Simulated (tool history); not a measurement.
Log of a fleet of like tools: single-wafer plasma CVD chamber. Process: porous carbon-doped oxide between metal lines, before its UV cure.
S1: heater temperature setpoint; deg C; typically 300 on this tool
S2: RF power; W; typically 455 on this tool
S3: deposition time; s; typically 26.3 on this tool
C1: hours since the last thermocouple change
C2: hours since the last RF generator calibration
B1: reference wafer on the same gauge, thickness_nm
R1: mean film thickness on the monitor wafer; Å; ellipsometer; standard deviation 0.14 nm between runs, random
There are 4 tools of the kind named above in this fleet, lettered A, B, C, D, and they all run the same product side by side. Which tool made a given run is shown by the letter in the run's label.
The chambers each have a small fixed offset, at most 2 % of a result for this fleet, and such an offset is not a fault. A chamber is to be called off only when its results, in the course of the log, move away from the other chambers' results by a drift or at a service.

run	hour	S1	S2	S3	C1	C2	B1	R1
1D	9.8	300	455	26.3	1893.2	1459.8	111.97	1348.7
2C	17.9	300	455	26.3	1203.8	378.4	111.95	1366.7
3A	25	300	455	26.3	420.7	655.6	111.98	1343.8
4B	33.9	300	455	26.3	237.8	1004.1	111.96	1327.9
5C	43.3	300	455	26.3	1229.2	403.8	111.93	1364.8
6A	57.1	300	455	26.3	452.8	687.7	111.91	1339.7
7D	70.2	312	455	26.3	1953.6	1520.2	111.88	1262.6
8B	79.7	312	455	26.3	283.6	1049.9	111.87	1241.8
9A	90.8	312	455	26.3	486.5	721.4	111.84	1250.2
10D	102.1	312	455	26.3	1985.5	1552.1	111.81	1263.4
11C	115.4	300	455	26.3	1301.3	475.9	111.79	1362.8
12B	123.7	300	455	26.3	327.6	1093.9	111.81	1327.2
13D	132.4	300	455	26.3	2015.8	1582.4	111.79	1347.4
14B	146.1	300	455	26.3	350	1116.3	111.78	1325.3
15C	157	300	455	26.3	1342.9	517.5	111.73	1361.5
16A	166.3	300	455	26.3	562	796.9	111.73	1338.2
17C	174.4	300	370	26.3	1360.3	534.9	111.72	1159.9
18A	184.6	300	370	26.3	580.3	815.2	111.7	1138.9
19B	199.3	300	370	26.3	403.2	1169.5	111.7	1127.6
20D	210.2	300	370	26.3	2093.6	1660.2	111.67	1142.7
21B	220.2	300	455	26.3	424.1	1190.4	111.7	1323.6
22A	232.2	300	455	26.3	627.9	862.8	111.62	1334.1
23D	240.3	300	455	23.8	2123.7	1690.3	111.6	1220.1
24C	253.6	300	455	23.8	1439.5	614.1	111.6	1236.4
25B	267.7	300	455	23.8	471.6	1237.9	111.56	1202.4
26A	281.8	300	455	23.8	677.5	912.4	111.57	1211
27D	295.2	300	455	26.3	2178.6	1745.2	111.53	1342.4

Is one chamber out of step, is the gauge drifting, or do the chambers differ by no more than their own small offsets? For an off chamber, give its letter and the likeliest cause.

None of the chambers is off. What moves is the gauge, dragging all their readings along together.
Cause: gauge reads low (%) = 0.433.
